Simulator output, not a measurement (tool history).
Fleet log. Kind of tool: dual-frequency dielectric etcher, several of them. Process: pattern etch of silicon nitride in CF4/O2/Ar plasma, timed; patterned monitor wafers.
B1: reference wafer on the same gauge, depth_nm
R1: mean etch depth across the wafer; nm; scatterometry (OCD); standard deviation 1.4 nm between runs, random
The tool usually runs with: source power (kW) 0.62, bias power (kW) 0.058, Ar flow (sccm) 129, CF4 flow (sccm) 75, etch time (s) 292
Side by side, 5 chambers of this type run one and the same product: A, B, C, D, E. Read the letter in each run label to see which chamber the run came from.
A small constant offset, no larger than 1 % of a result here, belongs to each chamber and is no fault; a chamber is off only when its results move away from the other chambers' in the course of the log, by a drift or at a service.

{"run": "1B", "hour": 6.3, "source power (kW)": 0.62, "bias power (kW)": 0.058, "Ar flow (sccm)": 129, "CF4 flow (sccm)": 75, "etch time (s)": 292, "B1": 607.13, "R1": 658.2}
{"run": "2D", "hour": 12.0, "source power (kW)": 0.62, "bias power (kW)": 0.058, "Ar flow (sccm)": 129, "CF4 flow (sccm)": 75, "etch time (s)": 292, "B1": 607.14, "R1": 659.28}
{"run": "3E", "hour": 16.2, "source power (kW)": 0.62, "bias power (kW)": 0.058, "Ar flow (sccm)": 129, "CF4 flow (sccm)": 75, "etch time (s)": 292, "B1": 607.09, "R1": 653.07}
{"run": "4C", "hour": 23.2, "source power (kW)": 0.62, "bias power (kW)": 0.058, "Ar flow (sccm)": 129, "CF4 flow (sccm)": 75, "etch time (s)": 292, "B1": 606.93, "R1": 666.48}
{"run": "5A", "hour": 27.3, "source power (kW)": 0.62, "bias power (kW)": 0.058, "Ar flow (sccm)": 129, "CF4 flow (sccm)": 75, "etch time (s)": 292, "B1": 606.57, "R1": 662.75}
{"run": "6E", "hour": 30.6, "source power (kW)": 0.62, "bias power (kW)": 0.058, "Ar flow (sccm)": 129, "CF4 flow (sccm)": 75, "etch time (s)": 292, "B1": 606.66, "R1": 653.19}
{"run": "7B", "hour": 36.8, "source power (kW)": 0.62, "bias power (kW)": 0.058, "Ar flow (sccm)": 129, "CF4 flow (sccm)": 75, "etch time (s)": 292, "B1": 607.47, "R1": 659.8}
{"run": "8D", "hour": 41.9, "source power (kW)": 0.51, "bias power (kW)": 0.058, "Ar flow (sccm)": 129, "CF4 flow (sccm)": 75, "etch time (s)": 350.5, "B1": 607.14, "R1": 669.08}
{"run": "9C", "hour": 47.1, "source power (kW)": 0.51, "bias power (kW)": 0.058, "Ar flow (sccm)": 129, "CF4 flow (sccm)": 75, "etch time (s)": 350.5, "B1": 606.96, "R1": 673.34}
{"run": "10A", "hour": 51.1, "source power (kW)": 0.51, "bias power (kW)": 0.058, "Ar flow (sccm)": 129, "CF4 flow (sccm)": 75, "etch time (s)": 350.5, "B1": 606.98, "R1": 670.06}
{"run": "11E", "hour": 54.4, "source power (kW)": 0.51, "bias power (kW)": 0.058, "Ar flow (sccm)": 129, "CF4 flow (sccm)": 75, "etch time (s)": 350.5, "B1": 607.32, "R1": 660.07}
{"run": "12A", "hour": 58.7, "source power (kW)": 0.51, "bias power (kW)": 0.058, "Ar flow (sccm)": 129, "CF4 flow (sccm)": 75, "etch time (s)": 350.5, "B1": 606.91, "R1": 672.39}
{"run": "13B", "hour": 62.3, "source power (kW)": 0.62, "bias power (kW)": 0.058, "Ar flow (sccm)": 129, "CF4 flow (sccm)": 75, "etch time (s)": 292, "B1": 606.77, "R1": 659.04}
{"run": "14C", "hour": 69.1, "source power (kW)": 0.62, "bias power (kW)": 0.058, "Ar flow (sccm)": 129, "CF4 flow (sccm)": 75, "etch time (s)": 292, "B1": 607.48, "R1": 667.65}
{"run": "15D", "hour": 73.6, "source power (kW)": 0.62, "bias power (kW)": 0.058, "Ar flow (sccm)": 129, "CF4 flow (sccm)": 75, "etch time (s)": 292, "B1": 606.88, "R1": 658.93}
{"run": "16A", "hour": 80.0, "source power (kW)": 0.62, "bias power (kW)": 0.058, "Ar flow (sccm)": 129, "CF4 flow (sccm)": 75, "etch time (s)": 292, "B1": 606.75, "R1": 662.59}
{"run": "17B", "hour": 83.3, "source power (kW)": 0.7, "bias power (kW)": 0.058, "Ar flow (sccm)": 129, "CF4 flow (sccm)": 65, "etch time (s)": 292, "B1": 607.01, "R1": 717.45}
{"run": "18D", "hour": 88.4, "source power (kW)": 0.7, "bias power (kW)": 0.058, "Ar flow (sccm)": 129, "CF4 flow (sccm)": 65, "etch time (s)": 292, "B1": 606.94, "R1": 715.48}
{"run": "19E", "hour": 92.5, "source power (kW)": 0.7, "bias power (kW)": 0.058, "Ar flow (sccm)": 129, "CF4 flow (sccm)": 65, "etch time (s)": 292, "B1": 606.93, "R1": 706.29}
{"run": "20C", "hour": 99.5, "source power (kW)": 0.7, "bias power (kW)": 0.058, "Ar flow (sccm)": 129, "CF4 flow (sccm)": 65, "etch time (s)": 292, "B1": 606.66, "R1": 724.97}
{"run": "21C", "hour": 105.9, "source power (kW)": 0.7, "bias power (kW)": 0.058, "Ar flow (sccm)": 129, "CF4 flow (sccm)": 65, "etch time (s)": 292, "B1": 606.93, "R1": 722.46}
{"run": "22B", "hour": 110.4, "source power (kW)": 0.62, "bias power (kW)": 0.058, "Ar flow (sccm)": 129, "CF4 flow (sccm)": 75, "etch time (s)": 292, "B1": 606.81, "R1": 661.14}
{"run": "23E", "hour": 114.5, "source power (kW)": 0.62, "bias power (kW)": 0.058, "Ar flow (sccm)": 129, "CF4 flow (sccm)": 75, "etch time (s)": 292, "B1": 606.82, "R1": 651.74}
{"run": "24D", "hour": 118.3, "source power (kW)": 0.62, "bias power (kW)": 0.058, "Ar flow (sccm)": 129, "CF4 flow (sccm)": 75, "etch time (s)": 292, "B1": 607.09, "R1": 660.05}
{"run": "25A", "hour": 123.0, "source power (kW)": 0.62, "bias power (kW)": 0.058, "Ar flow (sccm)": 129, "CF4 flow (sccm)": 75, "etch time (s)": 292, "B1": 606.9, "R1": 663.43}
{"run": "26D", "hour": 127.0, "source power (kW)": 0.62, "bias power (kW)": 0.058, "Ar flow (sccm)": 129, "CF4 flow (sccm)": 75, "etch time (s)": 292, "B1": 606.96, "R1": 656.58}
{"run": "27A", "hour": 130.5, "source power (kW)": 0.62, "bias power (kW)": 0.058, "Ar flow (sccm)": 129, "CF4 flow (sccm)": 75, "etch time (s)": 292, "B1": 606.89, "R1": 665.11}
{"run": "28C", "hour": 137.3, "source power (kW)": 0.62, "bias power (kW)": 0.058, "Ar flow (sccm)": 129, "CF4 flow (sccm)": 75, "etch time (s)": 358.5, "B1": 606.83, "R1": 818.12}
{"run": "29E", "hour": 142.5, "source power (kW)": 0.62, "bias power (kW)": 0.058, "Ar flow (sccm)": 129, "CF4 flow (sccm)": 75, "etch time (s)": 358.5, "B1": 606.83, "R1": 793.32}
{"run": "30B", "hour": 147.3, "source power (kW)": 0.62, "bias power (kW)": 0.058, "Ar flow (sccm)": 129, "CF4 flow (sccm)": 75, "etch time (s)": 358.5, "B1": 606.99, "R1": 806.34}
{"run": "31C", "hour": 151.3, "source power (kW)": 0.62, "bias power (kW)": 0.058, "Ar flow (sccm)": 129, "CF4 flow (sccm)": 75, "etch time (s)": 358.5, "B1": 606.94, "R1": 817.09}
{"hour": 152.6, "done": "chamber A: CF4 flow controller replaced"}
{"hour": 153.8, "done": "chamber B: Ar flow controller replaced"}
{"run": "32B", "hour": 155.6, "source power (kW)": 0.62, "bias power (kW)": 0.058, "Ar flow (sccm)": 129, "CF4 flow (sccm)": 75, "etch time (s)": 358.5, "B1": 606.69, "R1": 806.66}
{"run": "33A", "hour": 160.5, "source power (kW)": 0.62, "bias power (kW)": 0.058, "Ar flow (sccm)": 129, "CF4 flow (sccm)": 75, "etch time (s)": 292, "B1": 607.09, "R1": 665.35}
{"run": "34E", "hour": 164.4, "source power (kW)": 0.62, "bias power (kW)": 0.058, "Ar flow (sccm)": 129, "CF4 flow (sccm)": 75, "etch time (s)": 292, "B1": 606.81, "R1": 644.34}
{"run": "35D", "hour": 167.6, "source power (kW)": 0.62, "bias power (kW)": 0.058, "Ar flow (sccm)": 129, "CF4 flow (sccm)": 75, "etch time (s)": 292, "B1": 606.69, "R1": 657.35}
{"run": "36D", "hour": 171.6, "source power (kW)": 0.62, "bias power (kW)": 0.058, "Ar flow (sccm)": 129, "CF4 flow (sccm)": 75, "etch time (s)": 292, "B1": 607.26, "R1": 657.84}
{"run": "37A", "hour": 177.0, "source power (kW)": 0.62, "bias power (kW)": 0.058, "Ar flow (sccm)": 129, "CF4 flow (sccm)": 75, "etch time (s)": 292, "B1": 607.2, "R1": 660.24}
{"run": "38B", "hour": 182.4, "source power (kW)": 0.62, "bias power (kW)": 0.058, "Ar flow (sccm)": 129, "CF4 flow (sccm)": 75, "etch time (s)": 292, "B1": 606.88, "R1": 657.63}
{"run": "39E", "hour": 185.5, "source power (kW)": 0.62, "bias power (kW)": 0.058, "Ar flow (sccm)": 129, "CF4 flow (sccm)": 85, "etch time (s)": 375.5, "B1": 607.3, "R1": 843.91}
{"run": "40C", "hour": 188.9, "source power (kW)": 0.62, "bias power (kW)": 0.058, "Ar flow (sccm)": 129, "CF4 flow (sccm)": 85, "etch time (s)": 375.5, "B1": 607.15, "R1": 871.1}
{"run": "41A", "hour": 192.2, "source power (kW)": 0.62, "bias power (kW)": 0.058, "Ar flow (sccm)": 129, "CF4 flow (sccm)": 85, "etch time (s)": 375.5, "B1": 606.94, "R1": 868.05}
{"run": "42C", "hour": 196.9, "source power (kW)": 0.62, "bias power (kW)": 0.058, "Ar flow (sccm)": 129, "CF4 flow (sccm)": 85, "etch time (s)": 375.5, "B1": 607.1, "R1": 870.82}
{"run": "43B", "hour": 202.0, "source power (kW)": 0.62, "bias power (kW)": 0.058, "Ar flow (sccm)": 129, "CF4 flow (sccm)": 85, "etch time (s)": 375.5, "B1": 606.86, "R1": 865.08}

Is one chamber out of step, is the gauge drifting, or do the chambers differ by no more than their own small offsets? For an off chamber, give its letter and the likeliest cause.

Chamber E drifts away from the others.
What lies behind it: etch rate under this chamber's usual, % = 1.2.
It could be hard to tell apart here from: source power that arrives under what is set, %; bias power that arrives under what is set, %; Ar flow that arrives over what is set, %; CF4 flow that arrives under what is set, %.

Which of the 4 candidates below, each the usual settings with something changed and its results left as question marks, puts chamber E back in line with what the other chambers give on the usual settings?
In-line tolerance around the mean of the other chambers on the usual settings: R1 5.3 nm
{"run": "44E-1", "hour": 207.1, "source power (kW)": 0.63, "bias power (kW)": 0.058, "Ar flow (sccm)": 129, "CF4 flow (sccm)": 75, "etch time (s)": 292, "R1": "?"}
{"run": "44E-2", "hour": 207.1, "source power (kW)": 0.61, "bias power (kW)": 0.058, "Ar flow (sccm)": 129, "CF4 flow (sccm)": 75, "etch time (s)": 288, "R1": "?"}
{"run": "44E-3", "hour": 207.1, "source power (kW)": 0.62, "bias power (kW)": 0.058, "Ar flow (sccm)": 129, "CF4 flow (sccm)": 75, "etch time (s)": 289, "R1": "?"}
{"run": "44E-4", "hour": 207.1, "source power (kW)": 0.64, "bias power (kW)": 0.058, "Ar flow (sccm)": 129, "CF4 flow (sccm)": 75, "etch time (s)": 292, "R1": "?"}

The other chambers' mean on the usual settings: R1 661.37 nm
run=44E-1 R1=653.99
run=44E-2 R1=627.5
run=44E-3 R1=638.48
run=44E-4 R1=662.84
It is 44E-4 that realigns the chamber with its peers.
